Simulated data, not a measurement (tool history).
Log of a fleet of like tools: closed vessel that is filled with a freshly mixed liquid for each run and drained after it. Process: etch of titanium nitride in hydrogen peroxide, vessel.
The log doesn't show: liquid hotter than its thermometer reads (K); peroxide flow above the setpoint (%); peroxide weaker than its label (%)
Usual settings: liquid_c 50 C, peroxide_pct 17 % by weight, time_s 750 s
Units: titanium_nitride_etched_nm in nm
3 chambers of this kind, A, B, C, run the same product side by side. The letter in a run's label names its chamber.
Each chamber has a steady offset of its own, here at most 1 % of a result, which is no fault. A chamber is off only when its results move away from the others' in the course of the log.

run   hour  liquid_c  peroxide_pct  time_s  hours since the thermometer was replaced  hours since the peroxide flow meter was replaced  hours since the drum of peroxide was connected  read-back film thickness of the titanium nitride reference wafer, read on the same gauge (nm)  titanium_nitride_etched_nm
 1A    4.9        50            17     750                                     960.1                                               900                                           650.7                                                                                         89.993                      19.234
 2C    9.7        50            17     750                                     824.5                                             639.1                                            1349                                                                                         89.976                      19.107
      12.4  -- chamber B: peroxide flow meter replaced
 3B   15.3        50            17     750                                     939.1                                                 3                                             479                                                                                         89.966                      19.818
        19  -- chamber C: peroxide flow meter replaced
 4A     23        50            17     750                                     978.2                                             918.1                                           668.8                                                                                         89.986                      18.885
 5B   29.2        50            17     750                                       953                                              16.9                                           492.9                                                                                         89.996                      19.308
 6C     33        50            17     750                                     847.8                                              14.1                                          1372.3                                                                                         90.002                       18.94
 7B   39.2        50            17     750                                       963                                              26.9                                           502.9                                                                                             90                      19.011
      43.3  -- chamber A: new drum of peroxide connected
 8A   46.4        50            17     750                                    1001.6                                             941.5                                             3.1                                                                                         89.969                      19.404
 9C   50.7        50            17     470                                     865.5                                              31.8                                            1390                                                                                         90.029                      12.062
10C   54.6        50            17     470                                     869.4                                              35.7                                          1393.9                                                                                         90.025                      12.186
11B   59.6        50            17     470                                     983.4                                              47.3                                           523.3                                                                                         89.978                      12.157
12A   64.1        50            17     750                                    1019.3                                             959.2                                            20.8                                                                                         89.994                      19.581
13B   69.1        50            17     750                                     992.9                                              56.8                                           532.8                                                                                         90.033                      19.594
14C   74.9        50            17     750                                     889.7                                                56                                          1414.2                                                                                         90.012                      19.041
15A   81.9        50            17     750                                    1037.1                                               977                                            38.6                                                                                         89.986                       19.75
16C   85.7        50            17     750                                     900.5                                              66.8                                            1425                                                                                         89.989                      19.105
17A   92.5        50            17     750                                    1047.7                                             987.6                                            49.2                                                                                         90.023                      19.762
18B   96.1        50            17     750                                    1019.9                                              83.8                                           559.8                                                                                         90.016                      19.348
19B  102.5        50            17     750                                    1026.3                                              90.2                                           566.2                                                                                         89.986                      19.172
20A  109.2        50            17     750                                    1064.4                                            1004.3                                            65.9                                                                                         89.991                      19.903
21C  117.4        50            17     750                                     932.2                                              98.5                                          1456.7                                                                                         90.007                      19.338
22A    122        50            17     750                                    1077.2                                            1017.1                                            78.7                                                                                             90                      19.851
23B  128.3        50            17     750                                    1052.1                                               116                                             592                                                                                          89.99                      19.429
24C  132.5        50            17     750                                     947.3                                             113.6                                          1471.8                                                                                         89.979                      19.015
25C  137.7        50            17     750                                     952.5                                             118.8                                            1477                                                                                         89.994                      19.214
     141.4  -- chamber B: thermometer replaced
26A  142.5        50            17     750                                    1097.7                                            1037.6                                            99.2                                                                                         90.003                      20.478
27B  148.5        50            17     750                                       7.2                                             136.2                                           612.2                                                                                         89.979                      19.455
28B  156.3      45.5            17     750                                        15                                               144                                             620                                                                                         90.002                       13.65
29C  160.2      45.5            17     750                                       975                                             141.3                                          1499.5                                                                                         90.014                      13.719
30A  165.6      45.5            17     750                                    1120.8                                            1060.7                                           122.3                                                                                         90.029                      14.781
31B  173.2        50            17     750                                      31.9                                             160.9                                           636.9                                                                                         89.985                      19.761
32C  177.7        50            17     750                                     992.5                                             158.8                                            1517                                                                                         89.979                      19.132
33A  181.7        50            17     750                                    1136.9                                            1076.8                                           138.4                                                                                         90.032                      21.006
     187.3  -- chamber C: new drum of peroxide connected
34C  189.6        50            17     750                                    1004.4                                             170.7                                             2.3                                                                                         90.006                      19.258
35A  194.3        50            17     750                                    1149.5                                            1089.4                                             151                                                                                         90.012                      20.948
36B  200.7        50            17     750                                      59.4                                             188.4                                           664.4                                                                                         89.999                      19.351
37C  207.7        50            17     750                                    1022.5                                             188.8                                            20.4                                                                                         90.006                      19.004
38A  213.6        58          21.5     750                                    1168.8                                            1108.7                                           170.3                                                                                         90.011                      39.107
39B  219.3        58          21.5     750                                        78                                               207                                             683                                                                                         90.013                      35.473
40B  223.7        58          21.5     750                                      82.4                                             211.4                                           687.4                                                                                         89.996                      36.206
41A  231.3        50            17     750                                    1186.5                                            1126.4                                             188                                                                                         89.999                      21.293

Next, every chamber runs the same settings. What will each give?
42A  237.1        50            17     750                                                                                                                                                                                                                                                                      ?
42B  237.1        50            17     750                                                                                                                                                                                                                                                                      ?
42C  237.1        50            17     750                                                                                                                                                                                                                                                                      ?

run  titanium_nitride_etched_nm
42A                      21.238
42B                      19.182
42C                       19.47
